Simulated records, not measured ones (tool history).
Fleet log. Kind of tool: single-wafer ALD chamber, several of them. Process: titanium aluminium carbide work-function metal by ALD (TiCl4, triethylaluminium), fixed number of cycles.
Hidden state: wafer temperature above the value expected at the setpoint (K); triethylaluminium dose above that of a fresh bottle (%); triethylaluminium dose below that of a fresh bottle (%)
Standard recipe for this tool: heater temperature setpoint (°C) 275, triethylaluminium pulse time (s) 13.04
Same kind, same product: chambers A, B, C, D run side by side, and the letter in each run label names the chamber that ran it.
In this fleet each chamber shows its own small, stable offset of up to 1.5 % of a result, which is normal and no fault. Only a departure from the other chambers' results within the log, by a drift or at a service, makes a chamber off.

run	hour	heater temperature setpoint (°C)	triethylaluminium pulse time (s)	hours since the last thermocouple change	hours since the last triethylaluminium bottle change	read-back reference wafer on the same gauge, thickness_nm	mean film thickness on the monitor wafer (nm)
1A	8.0	275	13.04	1477.2	1055.0	1.5500	1.8316
2D	17.2	275	13.04	574.1	558.0	1.5509	1.8233
3B	24.7	275	13.04	1215.3	80.9	1.5504	1.8040
4C	32.2	275	13.04	1474.0	745.9	1.5499	1.8447
5B	41.0	275	13.04	1231.6	97.2	1.5520	1.7947
6D	51.7	275	13.04	608.6	592.5	1.5509	1.8341
7C	62.4	275	13.04	1504.2	776.1	1.5502	1.8416
8A	69.3	275	13.04	1538.5	1116.3	1.5503	1.8374
9B	80.9	275	13.04	1271.5	137.1	1.5496	1.8048
10A	91.0	275	13.04	1560.2	1138.0	1.5509	1.8332
# hour 91.5: chamber A: thermocouple changed; heater temperature recalibrated
11C	103.3	275	13.04	1545.1	817.0	1.5492	1.8443
12D	116.8	275	13.04	673.7	657.6	1.5496	1.8318
# hour 125.0: chamber D: triethylaluminium bottle replaced
13D	127.6	275	13.04	684.5	2.6	1.5493	1.8338
14A	135.5	275	13.04	44.1	1182.5	1.5490	1.8287
15B	142.6	275	13.04	1333.2	198.8	1.5495	1.8012
16C	149.4	275	13.04	1591.2	863.1	1.5488	1.8422
17C	156.2	275	13.04	1598.0	869.9	1.5505	1.8438
18A	167.4	275	13.04	76.0	1214.4	1.5501	1.8405
19B	180.4	275	13.04	1371.0	236.6	1.5500	1.7978
20D	194.2	267	17.21	751.1	69.2	1.5505	1.7670
# hour 202.3: chamber A: triethylaluminium bottle replaced
21D	207.5	267	17.21	764.4	82.5	1.5504	1.7785
22A	218.0	267	17.21	126.6	15.8	1.5496	1.7753
23C	229.4	267	17.21	1671.2	943.1	1.5495	1.7894
24B	240.2	275	13.04	1430.8	296.4	1.5498	1.7923
25D	249.8	275	13.04	806.7	124.8	1.5505	1.8409
# hour 257.2: chamber B: thermocouple changed; heater temperature recalibrated
26C	259.2	275	13.04	1701.0	972.9	1.5495	1.8519
27A	272.0	267	9.03	180.6	69.8	1.5508	1.7124
28B	284.9	267	9.03	27.8	341.1	1.5497	1.6832
29A	295.8	267	9.03	204.4	93.6	1.5505	1.7069
30C	306.6	267	9.03	1748.4	1020.3	1.5504	1.7092

Does one chamber stand apart from the rest, does the shared gauge drift, or is all well apart from small per-chamber offsets? Give the chamber and the most likely cause, where there is one.

The fleet is healthy, with each chamber sitting at its usual small offset and no drift in the gauge.

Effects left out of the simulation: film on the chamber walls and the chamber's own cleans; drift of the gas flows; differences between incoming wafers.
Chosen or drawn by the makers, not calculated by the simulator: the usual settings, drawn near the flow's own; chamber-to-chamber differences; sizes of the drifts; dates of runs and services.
